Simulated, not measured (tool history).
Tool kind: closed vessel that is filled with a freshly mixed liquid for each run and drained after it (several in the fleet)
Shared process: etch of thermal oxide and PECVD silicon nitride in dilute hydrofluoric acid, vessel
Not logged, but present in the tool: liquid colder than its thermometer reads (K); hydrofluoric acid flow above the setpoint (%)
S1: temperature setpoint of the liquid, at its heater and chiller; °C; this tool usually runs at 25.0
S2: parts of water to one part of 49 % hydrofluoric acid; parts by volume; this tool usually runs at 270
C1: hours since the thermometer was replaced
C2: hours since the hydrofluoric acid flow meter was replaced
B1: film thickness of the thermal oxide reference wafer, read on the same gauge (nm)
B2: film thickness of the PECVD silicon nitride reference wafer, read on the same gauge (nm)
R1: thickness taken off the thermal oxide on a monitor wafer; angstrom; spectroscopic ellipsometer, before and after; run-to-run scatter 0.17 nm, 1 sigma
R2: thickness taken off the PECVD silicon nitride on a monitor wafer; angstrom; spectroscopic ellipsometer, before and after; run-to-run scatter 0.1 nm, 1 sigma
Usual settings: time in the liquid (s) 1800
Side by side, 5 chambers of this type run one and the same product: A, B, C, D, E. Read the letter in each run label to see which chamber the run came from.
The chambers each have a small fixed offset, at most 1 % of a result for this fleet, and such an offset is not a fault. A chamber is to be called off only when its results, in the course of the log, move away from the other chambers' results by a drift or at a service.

Run 1D, hour 4.2: usual settings; C1 550.4; C2 606.8; B1 119.99; B2 90.000. Result: R1 264.55 angstrom, R2 173.530 angstrom.
Run 2C, hour 7.4: usual settings; C1 49.5; C2 1952.1; B1 120.00; B2 90.000. Result: R1 266.79 angstrom, R2 175.850 angstrom.
Run 3B, hour 10.3: usual settings; C1 1665.7; C2 745.6; B1 120.00; B2 90.030. Result: R1 266.23 angstrom, R2 175.870 angstrom.
Run 4E, hour 14.9: usual settings; C1 483.0; C2 1939.9; B1 119.99; B2 90.011. Result: R1 264.22 angstrom, R2 176.390 angstrom.
Run 5A, hour 17.5: usual settings but S2 325 parts by volume, time in the liquid (s) 1125; C1 788.2; C2 351.5; B1 120.01; B2 89.983. Result: R1 128.80 angstrom, R2 90.221 angstrom.
Run 6C, hour 21.1: usual settings but S2 325 parts by volume, time in the liquid (s) 1125; C1 63.2; C2 1965.8; B1 120.00; B2 90.014. Result: R1 129.57 angstrom, R2 89.797 angstrom.
Run 7D, hour 25.8: usual settings but S2 325 parts by volume, time in the liquid (s) 1125; C1 572.0; C2 628.4; B1 119.99; B2 90.012. Result: R1 129.31 angstrom, R2 90.299 angstrom.
Run 8A, hour 29.2: usual settings but S2 325 parts by volume, time in the liquid (s) 1125; C1 799.9; C2 363.2; B1 119.99; B2 90.001. Result: R1 130.26 angstrom, R2 90.735 angstrom.
Run 9E, hour 31.5: usual settings but S2 325 parts by volume, time in the liquid (s) 1125; C1 499.6; C2 1956.5; B1 120.01; B2 90.015. Result: R1 130.34 angstrom, R2 91.604 angstrom.
Run 10B, hour 36.0: usual settings; C1 1691.4; C2 771.3; B1 119.99; B2 89.999. Result: R1 264.36 angstrom, R2 175.230 angstrom.
Run 11E, hour 40.3: usual settings; C1 508.4; C2 1965.3; B1 120.01; B2 90.005. Result: R1 264.60 angstrom, R2 177.190 angstrom.
Run 12C, hour 45.5: usual settings but S1 22.0 °C; C1 87.6; C2 1990.2; B1 120.01; B2 90.018. Result: R1 236.27 angstrom, R2 144.630 angstrom.
Run 13A, hour 47.9: usual settings but S1 22.0 °C; C1 818.6; C2 381.9; B1 120.00; B2 89.997. Result: R1 236.68 angstrom, R2 145.320 angstrom.
Run 14B, hour 51.0: usual settings but S1 22.0 °C; C1 1706.4; C2 786.3; B1 119.98; B2 90.003. Result: R1 239.67 angstrom, R2 144.600 angstrom.
Run 15D, hour 54.8: usual settings but S1 22.0 °C; C1 601.0; C2 657.4; B1 120.00; B2 90.015. Result: R1 239.69 angstrom, R2 143.940 angstrom.
Run 16D, hour 57.0: usual settings but S1 22.0 °C; C1 603.2; C2 659.6; B1 120.00; B2 90.014. Result: R1 239.19 angstrom, R2 143.690 angstrom.
Run 17A, hour 60.5: usual settings; C1 831.2; C2 394.5; B1 120.00; B2 90.006. Result: R1 264.90 angstrom, R2 174.480 angstrom.
Run 18E, hour 63.7: usual settings but S2 335 parts by volume, time in the liquid (s) 2375; C1 531.8; C2 1988.7; B1 119.99; B2 90.003. Result: R1 264.43 angstrom, R2 189.360 angstrom.
Run 19B, hour 67.9: usual settings but S2 335 parts by volume, time in the liquid (s) 2375; C1 1723.3; C2 803.2; B1 120.00; B2 90.003. Result: R1 261.55 angstrom, R2 187.400 angstrom.
Run 20C, hour 72.5: usual settings but S2 335 parts by volume, time in the liquid (s) 2375; C1 114.6; C2 2017.2; B1 120.01; B2 89.971. Result: R1 260.25 angstrom, R2 186.290 angstrom.
Run 21E, hour 77.6: usual settings but S2 335 parts by volume, time in the liquid (s) 2375; C1 545.7; C2 2002.6; B1 119.99; B2 90.020. Result: R1 263.34 angstrom, R2 188.430 angstrom.
Run 22C, hour 82.0: usual settings but S2 335 parts by volume, time in the liquid (s) 2375; C1 124.1; C2 2026.7; B1 120.00; B2 90.006. Result: R1 262.35 angstrom, R2 186.640 angstrom.
Run 23A, hour 85.8: usual settings; C1 856.5; C2 419.8; B1 120.01; B2 90.001. Result: R1 262.62 angstrom, R2 174.390 angstrom.
Run 24D, hour 90.6: usual settings; C1 636.8; C2 693.2; B1 120.01; B2 90.014. Result: R1 271.58 angstrom, R2 175.740 angstrom.
Run 25B, hour 94.0: usual settings; C1 1749.4; C2 829.3; B1 120.00; B2 89.987. Result: R1 266.60 angstrom, R2 175.580 angstrom.
Run 26B, hour 98.0: usual settings but S1 27.0 °C, S2 160 parts by volume; C1 1753.4; C2 833.3; B1 120.00; B2 90.025. Result: R1 546.28 angstrom, R2 338.010 angstrom.
Run 27C, hour 100.6: usual settings but S1 27.0 °C, S2 160 parts by volume; C1 142.7; C2 2045.3; B1 120.00; B2 90.000. Result: R1 539.79 angstrom, R2 333.210 angstrom.
Run 28D, hour 103.8: usual settings but S1 27.0 °C, S2 160 parts by volume; C1 650.0; C2 706.4; B1 119.99; B2 89.979. Result: R1 560.16 angstrom, R2 340.020 angstrom.
Run 29A, hour 108.1: usual settings but S1 27.0 °C, S2 160 parts by volume; C1 878.8; C2 442.1; B1 119.99; B2 90.023. Result: R1 540.61 angstrom, R2 337.490 angstrom.
Run 30E, hour 112.1: usual settings but S1 27.0 °C, S2 160 parts by volume; C1 580.2; C2 2037.1; B1 120.00; B2 90.006. Result: R1 534.59 angstrom, R2 336.490 angstrom.
Run 31E, hour 116.5: usual settings; C1 584.6; C2 2041.5; B1 119.99; B2 90.005. Result: R1 264.92 angstrom, R2 175.200 angstrom.
Run 32C, hour 119.8: usual settings but time in the liquid (s) 2675; C1 161.9; C2 2064.5; B1 119.99; B2 90.017. Result: R1 392.18 angstrom, R2 260.560 angstrom.
Run 33D, hour 124.6: usual settings but time in the liquid (s) 2675; C1 670.8; C2 727.2; B1 120.00; B2 90.010. Result: R1 413.12 angstrom, R2 266.880 angstrom.
Run 34B, hour 129.5: usual settings but time in the liquid (s) 2675; C1 1784.9; C2 864.8; B1 120.01; B2 90.018. Result: R1 398.41 angstrom, R2 262.780 angstrom.
Run 35A, hour 134.2: usual settings but time in the liquid (s) 2675; C1 904.9; C2 468.2; B1 120.00; B2 90.023. Result: R1 392.02 angstrom, R2 258.240 angstrom.
Run 36D, hour 136.7: usual settings but time in the liquid (s) 2675; C1 682.9; C2 739.3; B1 120.00; B2 90.014. Result: R1 415.05 angstrom, R2 268.160 angstrom.
Run 37B, hour 139.6: usual settings but S1 20.5 °C, S2 360 parts by volume; C1 1795.0; C2 874.9; B1 120.00; B2 89.996. Result: R1 155.07 angstrom, R2 100.460 angstrom.
Run 38A, hour 144.1: usual settings but S1 20.5 °C, S2 360 parts by volume; C1 914.8; C2 478.1; B1 119.99; B2 90.004. Result: R1 153.82 angstrom, R2 99.782 angstrom.
Run 39C, hour 148.4: usual settings but S1 20.5 °C, S2 360 parts by volume; C1 190.5; C2 2093.1; B1 120.00; B2 89.990. Result: R1 156.30 angstrom, R2 99.105 angstrom.

Decide between three cases: one chamber stands off from its peers, the gauge reading all wafers drifts, or nothing is wrong past each chamber's small offset. Where a chamber is off, say which and what most likely put it there.

Little by little, chamber D moves away from the other chambers.
Most likely cause: hydrofluoric acid flow above the setpoint (%) = 4.39.

Here are 4 candidates for chamber D's next run, each the usual settings with a change, their results left as question marks. Which one brings its results back in line with what the others give on the usual settings?
In line here means within this much of the mean the other chambers give on the usual settings: R1 6.10 angstrom; R2 3.500 angstrom
Run 40D-1, hour 152.1: usual settings but S2 265 parts by volume, time in the liquid (s) 1790. Result: R1 ?, R2 ?.
Run 40D-2, hour 152.1: usual settings but S2 275 parts by volume, time in the liquid (s) 1810. Result: R1 ?, R2 ?.
Run 40D-3, hour 152.1: usual settings but S1 25.5 °C, S2 285 parts by volume, time in the liquid (s) 1790. Result: R1 ?, R2 ?.
Run 40D-4, hour 152.1: usual settings but S1 24.5 °C, S2 255 parts by volume, time in the liquid (s) 1810. Result: R1 ?, R2 ?.

Average result of the remaining chambers running the usual settings: R1 264.26 angstrom; R2 175.300 angstrom
  run      R1       R2
40D-1  285.79  183.150
40D-2  275.59  178.410
40D-3  264.87  175.480
40D-4  298.13  186.640
40D-3 brings the chamber back in line.
